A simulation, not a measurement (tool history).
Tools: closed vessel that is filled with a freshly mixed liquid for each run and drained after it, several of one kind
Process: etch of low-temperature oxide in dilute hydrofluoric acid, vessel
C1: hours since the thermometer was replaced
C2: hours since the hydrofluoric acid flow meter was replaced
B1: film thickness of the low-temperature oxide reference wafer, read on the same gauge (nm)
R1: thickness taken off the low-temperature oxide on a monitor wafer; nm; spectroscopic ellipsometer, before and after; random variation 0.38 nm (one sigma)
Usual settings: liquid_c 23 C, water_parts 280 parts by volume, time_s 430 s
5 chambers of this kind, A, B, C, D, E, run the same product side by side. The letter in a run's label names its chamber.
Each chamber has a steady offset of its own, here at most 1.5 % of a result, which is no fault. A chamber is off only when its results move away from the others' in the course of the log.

run 1B hour=6.9 | liquid_c=23 water_parts=280 time_s=430 | C1=309.3 C2=1025.8 | B1=80.005 | R1=43.273
run 2D hour=14 | liquid_c=23 water_parts=280 time_s=430 | C1=165.1 C2=607.3 | B1=80.03 | R1=42.488
run 3A hour=20.5 | liquid_c=23 water_parts=280 time_s=430 | C1=1089.3 C2=565.8 | B1=79.965 | R1=42.476
run 4C hour=24.8 | liquid_c=23 water_parts=280 time_s=430 | C1=369 C2=263.3 | B1=80.043 | R1=43.435
run 5E hour=28.1 | liquid_c=23 water_parts=280 time_s=430 | C1=54.7 C2=399.8 | B1=80.065 | R1=43.13
run 6E hour=35 | liquid_c=23 water_parts=280 time_s=430 | C1=61.6 C2=406.7 | B1=79.958 | R1=42.855
run 7B hour=40.6 | liquid_c=23 water_parts=280 time_s=430 | C1=343 C2=1059.5 | B1=80.049 | R1=42.823
run 8A hour=47.1 | liquid_c=23 water_parts=280 time_s=430 | C1=1115.9 C2=592.4 | B1=80.035 | R1=43.268
run 9C hour=53.6 | liquid_c=23 water_parts=280 time_s=430 | C1=397.8 C2=292.1 | B1=80.02 | R1=43.172
run 10D hour=57.1 | liquid_c=23 water_parts=280 time_s=430 | C1=208.2 C2=650.4 | B1=80.001 | R1=43.167
run 11A hour=63.6 | liquid_c=23 water_parts=280 time_s=430 | C1=1132.4 C2=608.9 | B1=80.023 | R1=43.486
run 12E hour=67.6 | liquid_c=23 water_parts=280 time_s=430 | C1=94.2 C2=439.3 | B1=80.009 | R1=42.797
run 13C hour=72.8 | liquid_c=23 water_parts=280 time_s=430 | C1=417 C2=311.3 | B1=79.997 | R1=44.001
run 14B hour=78.5 | liquid_c=23 water_parts=350 time_s=430 | C1=380.9 C2=1097.4 | B1=79.958 | R1=31.822
run 15D hour=84.5 | liquid_c=23 water_parts=350 time_s=430 | C1=235.6 C2=677.8 | B1=79.967 | R1=31.84
run 16C hour=89.7 | liquid_c=23 water_parts=350 time_s=430 | C1=433.9 C2=328.2 | B1=80.057 | R1=32.738
run 17E hour=96 | liquid_c=23 water_parts=350 time_s=430 | C1=122.6 C2=467.7 | B1=80.006 | R1=32.087
run 18D hour=100.8 | liquid_c=23 water_parts=350 time_s=430 | C1=251.9 C2=694.1 | B1=80.028 | R1=32.049
run 19A hour=105.1 | liquid_c=23 water_parts=280 time_s=430 | C1=1173.9 C2=650.4 | B1=80.035 | R1=43.463
run 20B hour=110.1 | liquid_c=23 water_parts=280 time_s=430 | C1=412.5 C2=1129 | B1=80.037 | R1=42.555
run 21C hour=114.4 | liquid_c=23 water_parts=280 time_s=430 | C1=458.6 C2=352.9 | B1=80.021 | R1=45.316
run 22D hour=117.7 | liquid_c=23 water_parts=280 time_s=430 | C1=268.8 C2=711 | B1=79.999 | R1=43.407
run 23E hour=122.5 | liquid_c=23 water_parts=280 time_s=430 | C1=149.1 C2=494.2 | B1=79.987 | R1=42.525
run 24B hour=127.1 | liquid_c=23 water_parts=280 time_s=430 | C1=429.5 C2=1146 | B1=79.968 | R1=42.765
run 25A hour=132.4 | liquid_c=23 water_parts=280 time_s=430 | C1=1201.2 C2=677.7 | B1=80.017 | R1=43.024
run 26C hour=138.6 | liquid_c=23 water_parts=280 time_s=430 | C1=482.8 C2=377.1 | B1=80.001 | R1=45.586
run 27A hour=144.5 | liquid_c=23 water_parts=280 time_s=430 | C1=1213.3 C2=689.8 | B1=79.994 | R1=43.725
run 28D hour=147.9 | liquid_c=23 water_parts=280 time_s=430 | C1=299 C2=741.2 | B1=80.018 | R1=43.061
run 29B hour=153.7 | liquid_c=23 water_parts=280 time_s=430 | C1=456.1 C2=1172.6 | B1=79.984 | R1=42.14
run 30E hour=157.3 | liquid_c=23 water_parts=280 time_s=430 | C1=183.9 C2=529 | B1=80.038 | R1=42.855
run 31C hour=164.4 | liquid_c=23 water_parts=280 time_s=430 | C1=508.6 C2=402.9 | B1=79.984 | R1=46.411
run 32D hour=170.8 | liquid_c=23 water_parts=280 time_s=430 | C1=321.9 C2=764.1 | B1=79.971 | R1=42.503
run 33B hour=175 | liquid_c=23 water_parts=280 time_s=185 | C1=477.4 C2=1193.9 | B1=79.975 | R1=18.326
run 34A hour=179.8 | liquid_c=23 water_parts=280 time_s=185 | C1=1248.6 C2=725.1 | B1=79.95 | R1=18.666

All 5 chambers run these settings next. Forecast each chamber's results:
run 35A hour=184.9 | liquid_c=23 water_parts=280 time_s=430 | R1=?
run 35B hour=184.9 | liquid_c=23 water_parts=280 time_s=430 | R1=?
run 35C hour=184.9 | liquid_c=23 water_parts=280 time_s=430 | R1=?
run 35D hour=184.9 | liquid_c=23 water_parts=280 time_s=430 | R1=?
run 35E hour=184.9 | liquid_c=23 water_parts=280 time_s=430 | R1=?

run=35A R1=43.405
run=35B R1=42.531
run=35C R1=46.173
run=35D R1=42.412
run=35E R1=42.239
